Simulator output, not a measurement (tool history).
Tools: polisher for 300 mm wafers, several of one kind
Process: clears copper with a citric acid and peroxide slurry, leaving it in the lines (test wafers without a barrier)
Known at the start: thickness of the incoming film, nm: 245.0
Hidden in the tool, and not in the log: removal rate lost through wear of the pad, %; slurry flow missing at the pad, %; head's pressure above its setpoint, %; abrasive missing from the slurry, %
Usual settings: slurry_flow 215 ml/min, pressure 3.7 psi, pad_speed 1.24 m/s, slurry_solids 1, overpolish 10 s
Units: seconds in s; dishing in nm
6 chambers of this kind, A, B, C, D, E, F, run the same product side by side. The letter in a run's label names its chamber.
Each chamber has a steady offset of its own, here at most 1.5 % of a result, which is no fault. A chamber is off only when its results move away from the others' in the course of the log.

| run | hour | slurry_flow | pressure | pad_speed | slurry_solids | overpolish | wafers polished on this pad | hours since the slurry nozzle was cleaned | hours since the head pressure was calibrated | hours since the slurry blender was calibrated | seconds | dishing |
|---|---|---|---|---|---|---|---|---|---|---|---|---|
| 1C | 2.7 | 215 | 3.7 | 1.24 | 1 | 10 | 225 | 116.8 | 304.2 | 89.7 | 64.17 | 27.499 |
|  | 3.2 | chamber A: worn pad replaced by a new one |
| 2D | 5.5 | 215 | 3.7 | 1.24 | 1 | 10 | 265 | 56.4 | 197.9 | 135.9 | 65.526 | 27.57 |
| 3B | 8.3 | 215 | 3.7 | 1.24 | 1 | 10 | 431 | 156.3 | 122.4 | 43.7 | 63.263 | 27.415 |
| 4F | 13.1 | 215 | 3.7 | 1.24 | 1 | 10 | 954 | 125.4 | 372.4 | 180.5 | 63.442 | 26.861 |
|  | 15.9 | chamber B: worn pad replaced by a new one |
|  | 16.1 | chamber F: worn pad replaced by a new one |
| 5A | 18.1 | 215 | 3.7 | 1.24 | 1 | 10 | 171 | 477.9 | 513.9 | 95.5 | 63.406 | 27.653 |
|  | 20.2 | chamber E: worn pad replaced by a new one |
| 6E | 21.2 | 215 | 3.7 | 1.24 | 1 | 10 | 11 | 49.5 | 689 | 165 | 64.16 | 26.899 |
| 7D | 25.7 | 215 | 3.7 | 1.24 | 1 | 10 | 496 | 76.6 | 218.1 | 156.1 | 63.176 | 27.369 |
| 8B | 28.8 | 215 | 3.7 | 1.24 | 1 | 10 | 147 | 176.8 | 142.9 | 64.2 | 63.406 | 26.961 |
| 9E | 33.6 | 215 | 3.7 | 1.24 | 1 | 10 | 153 | 61.9 | 701.4 | 177.4 | 63.823 | 27.292 |
| 10A | 36.8 | 270 | 3.7 | 1.24 | 1 | 10 | 384 | 496.6 | 532.6 | 114.2 | 63.173 | 27.994 |
| 11F | 39.4 | 270 | 3.7 | 1.24 | 1 | 10 | 266 | 151.7 | 398.7 | 206.8 | 61.617 | 28.107 |
| 12C | 43.2 | 270 | 3.7 | 1.24 | 1 | 10 | 687 | 157.3 | 344.7 | 130.2 | 61.88 | 28.57 |
| 13E | 47 | 270 | 3.7 | 1.24 | 1 | 10 | 306 | 75.3 | 714.8 | 190.8 | 62.504 | 27.505 |
|  | 49.2 | chamber D: worn pad replaced by a new one |
| 14A | 50.1 | 270 | 3.7 | 1.24 | 1 | 10 | 536 | 509.9 | 545.9 | 127.5 | 62.176 | 27.892 |
| 15D | 54.4 | 270 | 3.7 | 1.24 | 1 | 10 | 60 | 105.3 | 246.8 | 184.8 | 63.242 | 27.849 |
|  | 55 | chamber F: slurry blender recalibrated |
| 16C | 58.7 | 215 | 4.2 | 1.24 | 1 | 10 | 863 | 172.8 | 360.2 | 145.7 | 56.689 | 31.234 |
| 17F | 61.2 | 215 | 4.2 | 1.24 | 1 | 10 | 515 | 173.5 | 420.5 | 6.3 | 54.551 | 30.503 |
|  | 62.6 | chamber B: worn pad replaced by a new one |
| 18B | 65.2 | 215 | 4.2 | 1.24 | 1 | 10 | 30 | 213.2 | 179.3 | 100.6 | 56.659 | 31.224 |
| 19B | 69.8 | 215 | 4.2 | 1.24 | 1 | 10 | 82 | 217.8 | 183.9 | 105.2 | 56.185 | 30.484 |
|  | 71.3 | chamber B: slurry nozzle cleaned |
|  | 72.8 | chamber B: slurry blender recalibrated |
| 20D | 74.3 | 215 | 4.2 | 1.24 | 1 | 10 | 287 | 125.2 | 266.7 | 204.7 | 56.361 | 30.282 |
| 21F | 78.7 | 215 | 4.2 | 1.24 | 1 | 10 | 714 | 191 | 438 | 23.8 | 55.209 | 31.182 |
|  | 81.4 | chamber E: worn pad replaced by a new one |
| 22A | 83.3 | 215 | 3.7 | 1.24 | 1 | 10 | 915 | 543.1 | 579.1 | 160.7 | 64.333 | 27.839 |
| 23E | 86.6 | 215 | 3.7 | 1.24 | 1 | 10 | 59 | 114.9 | 754.4 | 230.4 | 64.469 | 26.312 |
|  | 88 | chamber A: worn pad replaced by a new one |
|  | 91.2 | chamber F: worn pad replaced by a new one |
| 24C | 91.8 | 215 | 3.7 | 1.24 | 1 | 10 | 1241 | 205.9 | 393.3 | 178.8 | 63.805 | 27.358 |
| 25F | 95.6 | 215 | 4.7 | 1.24 | 1 | 10 | 50 | 207.9 | 454.9 | 40.7 | 49.494 | 33.514 |
| 26E | 99.5 | 215 | 4.7 | 1.24 | 1 | 10 | 206 | 127.8 | 767.3 | 243.3 | 50.8 | 34.036 |
|  | 103.8 | chamber D: worn pad replaced by a new one |
|  | 104 | chamber B: worn pad replaced by a new one |
| 27D | 105.1 | 215 | 4.7 | 1.24 | 1 | 10 | 15 | 156 | 297.5 | 235.5 | 50.754 | 33.447 |
|  | 105.7 | chamber C: worn pad replaced by a new one |
| 28B | 110.2 | 215 | 4.7 | 1.24 | 1 | 10 | 71 | 39 | 224.3 | 37.4 | 49.98 | 33.581 |
| 29C | 112.9 | 215 | 4.7 | 1.24 | 1 | 10 | 83 | 227 | 414.4 | 199.9 | 49.548 | 34.612 |
| 30A | 115.6 | 215 | 4.7 | 1.24 | 1 | 10 | 315 | 575.4 | 611.4 | 193 | 50.721 | 33.555 |
| 31E | 119.4 | 215 | 3.7 | 1.24 | 1 | 10 | 433 | 147.7 | 787.2 | 263.2 | 64.289 | 27.191 |
| 32C | 124 | 215 | 3.7 | 1.24 | 1 | 10 | 209 | 238.1 | 425.5 | 211 | 64.211 | 27.748 |
| 33D | 126.8 | 215 | 3.7 | 0.84 | 1.25 | 10 | 263 | 177.7 | 319.2 | 257.2 | 90.02 | 20.225 |
| 34B | 130.7 | 215 | 3.7 | 0.84 | 1.25 | 10 | 305 | 59.5 | 244.8 | 57.9 | 89.319 | 20.258 |
|  | 131.1 | chamber E: slurry blender recalibrated |
| 35F | 135.9 | 215 | 3.7 | 0.84 | 1.25 | 10 | 510 | 248.2 | 495.2 | 81 | 87.269 | 20.433 |
|  | 138.1 | chamber E: worn pad replaced by a new one |
| 36A | 140.7 | 215 | 3.7 | 0.84 | 1.25 | 10 | 602 | 600.5 | 636.5 | 218.1 | 89.813 | 20.104 |
| 37B | 146 | 215 | 3.7 | 0.84 | 1.25 | 10 | 480 | 74.8 | 260.1 | 73.2 | 89.569 | 20.128 |
| 38E | 149.3 | 215 | 3.7 | 0.84 | 1.25 | 10 | 128 | 177.6 | 817.1 | 18.2 | 90.735 | 19.842 |
| 39C | 154 | 215 | 3.7 | 1.24 | 1 | 10 | 552 | 268.1 | 455.5 | 241 | 63.523 | 27.811 |
| 40A | 158.6 | 215 | 3.7 | 1.24 | 1 | 10 | 806 | 618.4 | 654.4 | 236 | 64.229 | 27.582 |
| 41F | 161.7 | 215 | 4.6 | 1.24 | 1 | 15 | 804 | 274 | 521 | 106.8 | 50.086 | 47.593 |
|  | 163.5 | chamber D: slurry nozzle cleaned |
|  | 166.6 | chamber D: worn pad replaced by a new one |
| 42D | 166.9 | 215 | 4.6 | 1.24 | 1 | 15 | 4 | 3.5 | 359.3 | 297.3 | 51.47 | 47.461 |

Next, every chamber runs the same settings. What will each give?
| 43A | 170.9 | 215 | 3 | 1.24 | 1 | 10 |  |  |  |  | ? | ? |
| 43B | 170.9 | 215 | 3 | 1.24 | 1 | 10 |  |  |  |  | ? | ? |
| 43C | 170.9 | 215 | 3 | 1.24 | 1 | 10 |  |  |  |  | ? | ? |
| 43D | 170.9 | 215 | 3 | 1.24 | 1 | 10 |  |  |  |  | ? | ? |
| 43E | 170.9 | 215 | 3 | 1.24 | 1 | 10 |  |  |  |  | ? | ? |
| 43F | 170.9 | 215 | 3 | 1.24 | 1 | 10 |  |  |  |  | ? | ? |

| run | seconds | dishing |
|---|---|---|
| 43A | 79.272 | 22.167 |
| 43B | 78.348 | 22.686 |
| 43C | 77.669 | 23.149 |
| 43D | 78.746 | 22.34 |
| 43E | 78.044 | 22.497 |
| 43F | 77.807 | 22.345 |
